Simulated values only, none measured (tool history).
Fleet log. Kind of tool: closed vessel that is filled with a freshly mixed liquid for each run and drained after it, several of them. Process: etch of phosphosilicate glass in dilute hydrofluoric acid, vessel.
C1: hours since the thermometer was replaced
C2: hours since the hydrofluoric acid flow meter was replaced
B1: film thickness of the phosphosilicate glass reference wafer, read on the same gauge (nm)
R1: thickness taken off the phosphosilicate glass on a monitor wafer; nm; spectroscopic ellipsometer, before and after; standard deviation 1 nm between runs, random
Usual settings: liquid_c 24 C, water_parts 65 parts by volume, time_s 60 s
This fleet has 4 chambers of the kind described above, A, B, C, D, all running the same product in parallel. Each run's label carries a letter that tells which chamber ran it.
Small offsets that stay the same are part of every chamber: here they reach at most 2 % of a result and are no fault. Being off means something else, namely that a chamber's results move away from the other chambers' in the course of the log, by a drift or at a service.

{"run": "1A", "hour": 8.2, "liquid_c": 24, "water_parts": 65, "time_s": 60, "C1": 829, "C2": 358, "B1": 119.98, "R1": 164.61}
{"run": "2D", "hour": 15.6, "liquid_c": 24, "water_parts": 65, "time_s": 60, "C1": 330.2, "C2": 2071.8, "B1": 120.01, "R1": 165.56}
{"run": "3B", "hour": 21.4, "liquid_c": 24, "water_parts": 65, "time_s": 60, "C1": 709.8, "C2": 1561.9, "B1": 120, "R1": 164.2}
{"run": "4C", "hour": 28.1, "liquid_c": 24, "water_parts": 65, "time_s": 60, "C1": 663.3, "C2": 839.1, "B1": 120.02, "R1": 171.81}
{"run": "5A", "hour": 33.7, "liquid_c": 24, "water_parts": 80, "time_s": 85, "C1": 854.5, "C2": 383.5, "B1": 120.06, "R1": 186.84}
{"run": "6C", "hour": 42.6, "liquid_c": 24, "water_parts": 80, "time_s": 85, "C1": 677.8, "C2": 853.6, "B1": 120.01, "R1": 191.64}
{"run": "7D", "hour": 46.8, "liquid_c": 24, "water_parts": 80, "time_s": 85, "C1": 361.4, "C2": 2103, "B1": 120.02, "R1": 189.44}
{"run": "8B", "hour": 53.2, "liquid_c": 24, "water_parts": 80, "time_s": 85, "C1": 741.6, "C2": 1593.7, "B1": 120.03, "R1": 185.54}
{"run": "9D", "hour": 59.3, "liquid_c": 24, "water_parts": 65, "time_s": 60, "C1": 373.9, "C2": 2115.5, "B1": 120.02, "R1": 164.59}
{"run": "10C", "hour": 64.2, "liquid_c": 24, "water_parts": 65, "time_s": 60, "C1": 699.4, "C2": 875.2, "B1": 120.01, "R1": 169.83}
{"run": "11A", "hour": 70.3, "liquid_c": 21, "water_parts": 65, "time_s": 30, "C1": 891.1, "C2": 420.1, "B1": 120, "R1": 72.829}
{"run": "12B", "hour": 75.1, "liquid_c": 21, "water_parts": 65, "time_s": 30, "C1": 763.5, "C2": 1615.6, "B1": 120.03, "R1": 72.651}
{"run": "13D", "hour": 81.5, "liquid_c": 21, "water_parts": 65, "time_s": 30, "C1": 396.1, "C2": 2137.7, "B1": 119.99, "R1": 73.033}
{"run": "14A", "hour": 87.8, "liquid_c": 21, "water_parts": 65, "time_s": 30, "C1": 908.6, "C2": 437.6, "B1": 119.96, "R1": 73.751}
{"run": "15B", "hour": 93.5, "liquid_c": 24, "water_parts": 65, "time_s": 60, "C1": 781.9, "C2": 1634, "B1": 119.97, "R1": 165.38}
{"run": "16C", "hour": 100.6, "liquid_c": 24, "water_parts": 65, "time_s": 60, "C1": 735.8, "C2": 911.6, "B1": 120.08, "R1": 170.72}
{"run": "17C", "hour": 106.9, "liquid_c": 24, "water_parts": 65, "time_s": 60, "C1": 742.1, "C2": 917.9, "B1": 119.95, "R1": 169.47}
{"run": "18A", "hour": 115.7, "liquid_c": 24, "water_parts": 65, "time_s": 60, "C1": 936.5, "C2": 465.5, "B1": 120.03, "R1": 167.05}
{"run": "19B", "hour": 123.5, "liquid_c": 24, "water_parts": 65, "time_s": 60, "C1": 811.9, "C2": 1664, "B1": 119.96, "R1": 162.9}
{"run": "20D", "hour": 130.3, "liquid_c": 24, "water_parts": 65, "time_s": 60, "C1": 444.9, "C2": 2186.5, "B1": 120.08, "R1": 158.54}
{"run": "21A", "hour": 137.9, "liquid_c": 24, "water_parts": 65, "time_s": 60, "C1": 958.7, "C2": 487.7, "B1": 120, "R1": 165.93}
{"run": "22D", "hour": 144.1, "liquid_c": 28.5, "water_parts": 50, "time_s": 60, "C1": 458.7, "C2": 2200.3, "B1": 120.08, "R1": 248.93}
{"hour": 149.7, "done": "chamber C: hydrofluoric acid flow meter replaced"}
{"run": "23C", "hour": 149.9, "liquid_c": 28.5, "water_parts": 50, "time_s": 60, "C1": 785.1, "C2": 0.2, "B1": 120.02, "R1": 271.89}
{"run": "24B", "hour": 154.5, "liquid_c": 28.5, "water_parts": 50, "time_s": 60, "C1": 842.9, "C2": 1695, "B1": 119.96, "R1": 265.05}
{"run": "25A", "hour": 162.3, "liquid_c": 28.5, "water_parts": 50, "time_s": 60, "C1": 983.1, "C2": 512.1, "B1": 120.04, "R1": 263.21}

Which is it: a chamber that has drifted or been left off by a service, a gauge drift common to all chambers, or only each chamber's usual small offset? If a chamber is off, name it and its likeliest cause.

Chamber D drifts away from the others.
Likeliest cause: liquid colder than its thermometer reads (K) = 1.94.
From this log alone, it may not be told apart from: hydrofluoric acid flow below the setpoint (%).

Here are 4 candidates for chamber D's next run, each the usual settings with a change, their results left as question marks. Which one brings its results back in line with what the others give on the usual settings?
In-line tolerance around the mean of the other chambers on the usual settings: R1 3.6 nm
{"run": "26D-1", "hour": 168.6, "liquid_c": 24, "water_parts": 70, "time_s": 55, "R1": "?"}
{"run": "26D-2", "hour": 168.6, "liquid_c": 24, "water_parts": 60, "time_s": 65, "R1": "?"}
{"run": "26D-3", "hour": 168.6, "liquid_c": 24, "water_parts": 65, "time_s": 55, "R1": "?"}
{"run": "26D-4", "hour": 168.6, "liquid_c": 24, "water_parts": 65, "time_s": 65, "R1": "?"}

Mean of the other chambers on the usual settings: R1 166.89 nm
run=26D-1 R1=130.49
run=26D-2 R1=181.83
run=26D-3 R1=141.28
run=26D-4 R1=166.97
Change 26D-4 lands the chamber within the allowed miss of the other chambers.
